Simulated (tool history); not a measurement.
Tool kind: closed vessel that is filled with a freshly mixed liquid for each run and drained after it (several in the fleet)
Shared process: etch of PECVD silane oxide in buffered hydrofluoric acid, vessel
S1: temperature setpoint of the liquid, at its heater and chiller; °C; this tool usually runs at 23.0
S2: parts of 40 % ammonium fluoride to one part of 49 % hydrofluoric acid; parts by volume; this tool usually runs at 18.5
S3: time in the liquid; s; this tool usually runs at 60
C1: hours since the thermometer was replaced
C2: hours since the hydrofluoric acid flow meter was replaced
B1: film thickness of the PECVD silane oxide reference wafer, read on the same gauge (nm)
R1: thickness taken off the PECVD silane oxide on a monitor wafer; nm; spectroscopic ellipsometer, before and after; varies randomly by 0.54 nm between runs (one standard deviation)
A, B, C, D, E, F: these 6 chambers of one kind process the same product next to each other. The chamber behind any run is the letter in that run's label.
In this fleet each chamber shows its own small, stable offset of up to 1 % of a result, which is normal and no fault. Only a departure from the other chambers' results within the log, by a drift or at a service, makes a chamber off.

{"run": "1C", "day": 0.408, "S1": 23.0, "S2": 18.5, "S3": 60, "C1": 1778.9, "C2": 98.3, "B1": 30.007, "R1": 62.362}
{"run": "2B", "day": 0.879, "S1": 23.0, "S2": 18.5, "S3": 60, "C1": 1509.2, "C2": 1774.8, "B1": 30.01, "R1": 61.6}
{"run": "3F", "day": 1.254, "S1": 23.0, "S2": 18.5, "S3": 60, "C1": 1848.4, "C2": 173.5, "B1": 30.016, "R1": 61.514}
{"run": "4D", "day": 1.492, "S1": 23.0, "S2": 18.5, "S3": 60, "C1": 1317.6, "C2": 555.4, "B1": 30.009, "R1": 62.136}
{"run": "5A", "day": 1.892, "S1": 23.0, "S2": 18.5, "S3": 60, "C1": 111.7, "C2": 907.6, "B1": 30.03, "R1": 60.694}
{"run": "6E", "day": 2.329, "S1": 23.0, "S2": 18.5, "S3": 60, "C1": 78.7, "C2": 595.1, "B1": 30.01, "R1": 62.058}
{"run": "7B", "day": 2.808, "S1": 25.5, "S2": 18.5, "S3": 60, "C1": 1555.5, "C2": 1821.1, "B1": 29.99, "R1": 70.148}
{"run": "8C", "day": 3.046, "S1": 25.5, "S2": 18.5, "S3": 60, "C1": 1842.2, "C2": 161.6, "B1": 30.012, "R1": 71.682}
{"day": 3.275, "done": "chamber E: hydrofluoric acid flow meter replaced"}
{"run": "9E", "day": 3.288, "S1": 25.5, "S2": 18.5, "S3": 60, "C1": 101.7, "C2": 0.3, "B1": 29.985, "R1": 70.764}
{"run": "10A", "day": 3.646, "S1": 25.5, "S2": 18.5, "S3": 60, "C1": 153.8, "C2": 949.7, "B1": 29.99, "R1": 69.001}
{"run": "11F", "day": 4.071, "S1": 25.5, "S2": 18.5, "S3": 60, "C1": 1916.0, "C2": 241.1, "B1": 30.012, "R1": 70.281}
{"run": "12D", "day": 4.5, "S1": 25.5, "S2": 18.5, "S3": 60, "C1": 1389.8, "C2": 627.6, "B1": 29.998, "R1": 70.556}
{"run": "13D", "day": 4.929, "S1": 23.0, "S2": 18.5, "S3": 60, "C1": 1400.1, "C2": 637.9, "B1": 29.983, "R1": 62.566}
{"run": "14B", "day": 5.271, "S1": 23.0, "S2": 18.5, "S3": 60, "C1": 1614.6, "C2": 1880.2, "B1": 30.01, "R1": 60.936}
{"run": "15E", "day": 5.533, "S1": 23.0, "S2": 18.5, "S3": 60, "C1": 155.6, "C2": 54.2, "B1": 30.014, "R1": 62.157}
{"run": "16F", "day": 5.771, "S1": 23.0, "S2": 18.5, "S3": 60, "C1": 1956.8, "C2": 281.9, "B1": 30.0, "R1": 62.162}
{"run": "17A", "day": 6.15, "S1": 23.0, "S2": 18.5, "S3": 60, "C1": 213.9, "C2": 1009.8, "B1": 30.018, "R1": 60.43}
{"run": "18C", "day": 6.433, "S1": 23.0, "S2": 18.5, "S3": 60, "C1": 1923.5, "C2": 242.9, "B1": 29.988, "R1": 62.315}
{"run": "19F", "day": 6.692, "S1": 23.0, "S2": 14.5, "S3": 60, "C1": 1978.9, "C2": 304.0, "B1": 29.979, "R1": 77.897}
{"run": "20E", "day": 6.904, "S1": 23.0, "S2": 14.5, "S3": 60, "C1": 188.5, "C2": 87.1, "B1": 30.006, "R1": 78.31}
{"run": "21D", "day": 7.117, "S1": 23.0, "S2": 14.5, "S3": 60, "C1": 1452.6, "C2": 690.4, "B1": 30.005, "R1": 81.92}
{"run": "22C", "day": 7.333, "S1": 23.0, "S2": 14.5, "S3": 60, "C1": 1945.1, "C2": 264.5, "B1": 30.01, "R1": 78.918}
{"run": "23B", "day": 7.658, "S1": 23.0, "S2": 14.5, "S3": 60, "C1": 1671.9, "C2": 1937.5, "B1": 29.997, "R1": 76.492}
{"run": "24A", "day": 7.988, "S1": 23.0, "S2": 14.5, "S3": 60, "C1": 258.0, "C2": 1053.9, "B1": 29.991, "R1": 78.284}
{"run": "25F", "day": 8.362, "S1": 23.0, "S2": 18.5, "S3": 60, "C1": 2019.0, "C2": 344.1, "B1": 29.991, "R1": 61.07}
{"run": "26C", "day": 8.65, "S1": 23.0, "S2": 18.5, "S3": 60, "C1": 1976.7, "C2": 296.1, "B1": 30.027, "R1": 62.054}
{"run": "27D", "day": 9.021, "S1": 23.0, "S2": 18.5, "S3": 60, "C1": 1498.3, "C2": 736.1, "B1": 30.0, "R1": 65.824}
{"run": "28E", "day": 9.262, "S1": 23.0, "S2": 18.5, "S3": 60, "C1": 245.1, "C2": 143.7, "B1": 30.024, "R1": 60.962}
{"run": "29B", "day": 9.579, "S1": 23.0, "S2": 18.5, "S3": 60, "C1": 1718.0, "C2": 1983.6, "B1": 30.012, "R1": 60.418}
{"run": "30A", "day": 9.954, "S1": 23.0, "S2": 18.5, "S3": 60, "C1": 305.2, "C2": 1101.1, "B1": 30.026, "R1": 61.396}
{"run": "31E", "day": 10.362, "S1": 23.0, "S2": 18.5, "S3": 60, "C1": 271.5, "C2": 170.1, "B1": 30.01, "R1": 62.396}
{"day": 10.388, "done": "chamber A: hydrofluoric acid flow meter replaced"}
{"run": "32D", "day": 10.721, "S1": 23.0, "S2": 18.5, "S3": 60, "C1": 1539.1, "C2": 776.9, "B1": 29.997, "R1": 66.539}
{"run": "33A", "day": 11.15, "S1": 23.0, "S2": 18.5, "S3": 60, "C1": 333.9, "C2": 18.3, "B1": 30.01, "R1": 61.365}
{"run": "34B", "day": 11.479, "S1": 23.0, "S2": 18.5, "S3": 60, "C1": 1763.6, "C2": 2029.2, "B1": 29.998, "R1": 61.398}
{"run": "35C", "day": 11.879, "S1": 23.0, "S2": 18.5, "S3": 30, "C1": 2054.2, "C2": 373.6, "B1": 29.979, "R1": 31.316}
{"run": "36F", "day": 12.112, "S1": 23.0, "S2": 18.5, "S3": 30, "C1": 2109.0, "C2": 434.1, "B1": 30.008, "R1": 30.535}

Predict what each chamber gives when all 6 of them run the settings below next.
{"run": "37A", "day": 12.454, "S1": 23.0, "S2": 18.5, "S3": 60, "R1": "?"}
{"run": "37B", "day": 12.454, "S1": 23.0, "S2": 18.5, "S3": 60, "R1": "?"}
{"run": "37C", "day": 12.454, "S1": 23.0, "S2": 18.5, "S3": 60, "R1": "?"}
{"run": "37D", "day": 12.454, "S1": 23.0, "S2": 18.5, "S3": 60, "R1": "?"}
{"run": "37E", "day": 12.454, "S1": 23.0, "S2": 18.5, "S3": 60, "R1": "?"}
{"run": "37F", "day": 12.454, "S1": 23.0, "S2": 18.5, "S3": 60, "R1": "?"}

run=37A R1=60.563
run=37B R1=60.443
run=37C R1=61.894
run=37D R1=68.506
run=37E R1=61.565
run=37F R1=60.559

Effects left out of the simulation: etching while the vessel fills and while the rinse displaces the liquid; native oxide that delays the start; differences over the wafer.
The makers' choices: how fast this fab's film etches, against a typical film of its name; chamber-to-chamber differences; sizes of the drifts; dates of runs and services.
